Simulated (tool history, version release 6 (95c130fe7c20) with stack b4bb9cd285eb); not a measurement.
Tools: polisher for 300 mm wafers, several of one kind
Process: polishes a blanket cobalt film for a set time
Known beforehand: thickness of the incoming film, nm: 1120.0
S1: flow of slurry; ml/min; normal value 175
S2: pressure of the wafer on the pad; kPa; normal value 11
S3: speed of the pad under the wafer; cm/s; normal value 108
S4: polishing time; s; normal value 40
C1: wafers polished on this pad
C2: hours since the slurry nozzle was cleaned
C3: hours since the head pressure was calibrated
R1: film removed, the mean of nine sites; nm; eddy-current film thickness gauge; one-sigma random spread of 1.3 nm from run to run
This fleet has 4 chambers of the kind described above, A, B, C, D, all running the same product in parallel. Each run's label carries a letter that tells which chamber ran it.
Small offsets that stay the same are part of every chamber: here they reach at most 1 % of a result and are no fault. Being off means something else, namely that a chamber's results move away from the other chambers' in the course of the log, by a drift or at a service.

Run 1C, hour 9.3: usual settings; C1 728; C2 604.5; C3 138.9. Result: R1 201.11 nm.
At hour 17.6: chamber C: worn pad replaced by a new one.
Run 2A, hour 25.6: usual settings; C1 687; C2 128.6; C3 356.6. Result: R1 196.04 nm.
At hour 28.3: chamber D: worn pad replaced by a new one.
Run 3D, hour 33.1: usual settings; C1 44; C2 265.8; C3 327.7. Result: R1 197.8 nm.
Run 4B, hour 48.4: usual settings; C1 646; C2 132.8; C3 677. Result: R1 200.27 nm.
Run 5D, hour 57.4: usual settings; C1 267; C2 290.1; C3 352. Result: R1 198.28 nm.
Run 6B, hour 72.8: usual settings; C1 870; C2 157.2; C3 701.4. Result: R1 194.82 nm.
Run 7A, hour 85.4: usual settings; C1 1236; C2 188.4; C3 416.4. Result: R1 197.26 nm.
At hour 86: chamber D: slurry nozzle cleaned.
At hour 98.1: chamber A: worn pad replaced by a new one.
Run 8C, hour 98.2: usual settings; C1 739; C2 693.4; C3 227.8. Result: R1 201.09 nm.
At hour 101.9: chamber B: worn pad replaced by a new one.
At hour 105.1: chamber C: worn pad replaced by a new one.
Run 9D, hour 113.2: usual settings; C1 779; C2 27.3; C3 407.8. Result: R1 199.5 nm.
At hour 126: chamber B: head pressure recalibrated.
Run 10B, hour 127.1: usual settings; C1 231; C2 211.5; C3 1.2. Result: R1 197.83 nm.
At hour 127.9: chamber D: worn pad replaced by a new one.
Run 11A, hour 134.8: usual settings; C1 337; C2 237.8; C3 465.8. Result: R1 198.89 nm.
Run 12C, hour 143.4: usual settings; C1 351; C2 738.6; C3 273. Result: R1 202.64 nm.
Run 13B, hour 151: usual settings; C1 450; C2 235.4; C3 25.1. Result: R1 199.71 nm.
Run 14A, hour 167.5: usual settings; C1 637; C2 270.5; C3 498.5. Result: R1 200.44 nm.
Run 15D, hour 183.5: usual settings; C1 510; C2 97.6; C3 478.1. Result: R1 199.8 nm.
Run 16C, hour 193.2: usual settings; C1 808; C2 788.4; C3 322.8. Result: R1 203.94 nm.
At hour 194.5: chamber C: worn pad replaced by a new one.
Run 17B, hour 202.6: usual settings; C1 924; C2 287; C3 76.7. Result: R1 196.83 nm.
At hour 204.5: chamber C: slurry nozzle cleaned.
At hour 207.9: chamber D: worn pad replaced by a new one.
Run 18C, hour 215.9: usual settings; C1 196; C2 11.4; C3 345.5. Result: R1 204.04 nm.
Run 19D, hour 229.2: usual settings; C1 195; C2 143.3; C3 523.8. Result: R1 197.37 nm.
Run 20A, hour 241.8: usual settings; C1 1318; C2 344.8; C3 572.8. Result: R1 200.36 nm.
At hour 244.1: chamber B: worn pad replaced by a new one.
At hour 244.2: chamber B: slurry nozzle cleaned.
Run 21D, hour 249.2: usual settings; C1 379; C2 163.3; C3 543.8. Result: R1 201.78 nm.
Run 22A, hour 257.1: usual settings; C1 1459; C2 360.1; C3 588.1. Result: R1 197.99 nm.
At hour 260.3: chamber A: worn pad replaced by a new one.
Run 23C, hour 269.7: usual settings; C1 690; C2 65.2; C3 399.3. Result: R1 209.7 nm.
At hour 281.1: chamber C: worn pad replaced by a new one.
Run 24B, hour 282.9: usual settings but S1 135 ml/min; C1 356; C2 38.8; C3 157. Result: R1 189.18 nm.
At hour 285.8: chamber A: head pressure recalibrated.
Run 25A, hour 295.4: usual settings but S1 135 ml/min; C1 322; C2 398.4; C3 9.7. Result: R1 190.76 nm.
At hour 296.6: chamber D: worn pad replaced by a new one.
Run 26C, hour 308.8: usual settings but S1 135 ml/min; C1 254; C2 104.3; C3 438.4. Result: R1 199.07 nm.
Run 27B, hour 317.1: usual settings but S1 135 ml/min; C1 670; C2 73; C3 191.2. Result: R1 192.17 nm.
Run 28D, hour 326: usual settings; C1 269; C2 240.1; C3 620.6. Result: R1 201.38 nm.
Run 29D, hour 339.9: usual settings; C1 397; C2 254; C3 634.5. Result: R1 199.29 nm.
Run 30C, hour 348.2: usual settings but S1 140 ml/min; C1 615; C2 143.7; C3 477.8. Result: R1 201.32 nm.
At hour 352.7: chamber B: worn pad replaced by a new one.
Run 31A, hour 358.6: usual settings but S1 140 ml/min; C1 902; C2 461.6; C3 72.9. Result: R1 191.43 nm.
At hour 362.8: chamber C: worn pad replaced by a new one.
Run 32B, hour 368.7: usual settings but S1 140 ml/min; C1 147; C2 124.6; C3 242.8. Result: R1 191.28 nm.
At hour 374.9: chamber D: worn pad replaced by a new one.
Run 33D, hour 382.8: usual settings but S1 140 ml/min; C1 72; C2 296.9; C3 677.4. Result: R1 191.86 nm.
Run 34B, hour 392.7: usual settings but S3 88 cm/s, S4 46 s; C1 367; C2 148.6; C3 266.8. Result: R1 185.18 nm.
Run 35C, hour 403: usual settings but S3 88 cm/s, S4 46 s; C1 368; C2 198.5; C3 532.6. Result: R1 197.85 nm.
Run 36A, hour 411: usual settings but S3 88 cm/s, S4 46 s; C1 1382; C2 514; C3 125.3. Result: R1 186.85 nm.
At hour 412.3: chamber D: slurry nozzle cleaned.
At hour 412.9: chamber A: slurry nozzle cleaned.
Run 37B, hour 422.4: usual settings but S3 88 cm/s, S4 46 s; C1 639; C2 178.3; C3 296.5. Result: R1 185.11 nm.
At hour 424.2: chamber A: worn pad replaced by a new one.
Run 38A, hour 431.1: usual settings; C1 64; C2 18.3; C3 145.4. Result: R1 196.21 nm.
Run 39D, hour 445.1: usual settings; C1 644; C2 32.8; C3 739.7. Result: R1 200.77 nm.

Which is it: a chamber that has drifted or been left off by a service, a gauge drift common to all chambers, or only each chamber's usual small offset? If a chamber is off, name it and its likeliest cause.

Chamber C drifts away from the others.
Most likely cause: head's pressure above its setpoint, % = 7.91.

Chamber C could run next with any of the 4 candidate recipes listed below; each alters the usual settings, and their results appear as question marks. Which one brings its results back in line with what the other chambers deliver on the usual settings?
Counts as in line when no further than this from what the other chambers average on the usual settings: R1 4.7 nm
Run 40C-1, hour 456.9: usual settings but S4 43 s. Result: R1 ?.
Run 40C-2, hour 456.9: usual settings but S2 10.3 kPa, S3 104 cm/s, S4 39 s. Result: R1 ?.
Run 40C-3, hour 456.9: usual settings but S4 37 s. Result: R1 ?.
Run 40C-4, hour 456.9: usual settings but S2 11.7 kPa, S3 112 cm/s, S4 41 s. Result: R1 ?.

Average result of the remaining chambers running the usual settings: R1 198.81 nm
  run      R1
40C-1  231.04
40C-2  189.03
40C-3   198.8
40C-4   242.9
Change 40C-3 lands the chamber within the allowed miss of the other chambers.
